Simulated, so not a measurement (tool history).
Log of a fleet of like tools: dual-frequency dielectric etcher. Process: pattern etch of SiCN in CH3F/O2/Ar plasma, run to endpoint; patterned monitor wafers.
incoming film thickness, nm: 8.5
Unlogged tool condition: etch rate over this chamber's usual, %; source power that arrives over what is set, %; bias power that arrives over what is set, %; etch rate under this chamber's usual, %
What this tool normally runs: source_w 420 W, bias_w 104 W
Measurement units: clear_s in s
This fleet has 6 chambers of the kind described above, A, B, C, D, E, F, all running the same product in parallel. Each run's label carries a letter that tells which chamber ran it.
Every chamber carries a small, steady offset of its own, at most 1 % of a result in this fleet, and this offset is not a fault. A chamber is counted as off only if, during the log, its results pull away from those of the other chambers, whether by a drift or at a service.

run,hour,source_w,bias_w,hours since the last wet clean,hours since the last source power generator calibration,hours since the last bias power generator calibration,clear_s
1A,3.8,420,104,144.7,3672.3,2541.7,19.402
2D,10.7,420,104,285.9,893.8,4189.8,19.49
3E,15.5,420,104,123.4,42.4,143.8,19.402
4B,23.2,420,104,406.8,2339.5,675.4,19.19
5F,30.3,420,104,122.9,765.9,1529.4,19.888
6C,38.4,420,104,84.5,1725.1,2045.3,19.14
7A,46.4,420,104,187.3,3714.9,2584.3,19.35
8E,53.1,420,104,161,80,181.4,19.375
9F,59.9,420,104,152.5,795.5,1559,19.664
10C,66.7,420,104,112.8,1753.4,2073.6,19.568
11D,73.3,420,104,348.5,956.4,4252.4,19.627
12B,81.2,420,104,464.8,2397.5,733.4,19.419
13D,84.9,420,104,360.1,968,4264,19.68
14F,90.9,350,125,183.5,826.5,1590,19.777
15C,95.5,350,125,141.6,1782.2,2102.4,19.427
16B,103.2,350,125,486.8,2419.5,755.4,19.277
# hour 106: chamber D: wet clean of the chamber
17E,107.4,350,125,215.3,134.3,235.7,19.332
18A,112.6,350,125,253.5,3781.1,2650.5,19.226
19B,119.8,350,125,503.4,2436.1,772,19.217
20F,127.8,370,116,220.4,863.4,1626.9,19.789
21E,134.2,370,116,242.1,161.1,262.5,19.463
22A,138.2,370,116,279.1,3806.7,2676.1,19.404
23C,142,370,116,188.1,1828.7,2148.9,19.243
24D,148,370,116,42,1031.1,4327.1,19.581
25F,152.5,370,116,245.1,888.1,1651.6,19.559
26B,158.6,420,104,542.2,2474.9,810.8,19.725
27E,164,420,104,271.9,190.9,292.3,19.119
28A,170.6,420,104,311.5,3839.1,2708.5,19.389
29C,175.4,420,104,221.5,1862.1,2182.3,19.16
30D,180.4,420,104,74.4,1063.5,4359.5,19.579
31F,187.6,420,115,280.2,923.2,1686.7,18.85
32D,192.1,420,115,86.1,1075.2,4371.2,18.56
33A,196.6,420,115,337.5,3865.1,2734.5,18.544
34E,200.6,420,115,308.5,227.5,328.9,18.58
35B,208.6,420,115,592.2,2524.9,860.8,19.112
# hour 212.3: chamber C: source power generator calibrated
36C,216.3,420,115,262.4,4.1,2223.2,18.468
37B,224,420,104,607.6,2540.3,876.2,20.002
38F,229.6,420,104,322.2,965.2,1728.7,19.557
39E,236.7,420,104,344.6,263.6,365,19.251
40A,240.5,420,104,381.4,3909,2778.4,19.66
41C,248.1,390,104,294.2,35.9,2255,19.85

Read the log: is a single chamber off, either drifting away or since a service, is the gauge that measures every chamber drifting, or is nothing wrong beyond small per-chamber offsets? Name any odd chamber and what most likely caused it.

One chamber, B, drifts off from the rest bit by bit.
Most likely cause: etch rate under this chamber's usual, % = 4.07.

Below are 4 candidate recipes for chamber B's next run, each the usual settings with a change, their results shown as question marks. Which of them brings B's results back in line with what the other chambers give on the usual settings?
Counts as in line when no further than this from what the other chambers average on the usual settings: clear_s 0.38 s
42B-1,254,400,99,,,,?
42B-2,254,440,109,,,,?
42B-3,254,460,114,,,,?
42B-4,254,420,85,,,,?

Mean of the other chambers on the usual settings: clear_s 19.43 s
run,clear_s
42B-1,20.774
42B-2,19.362
42B-3,18.734
42B-4,21.572
42B-2 brings the chamber back in line.
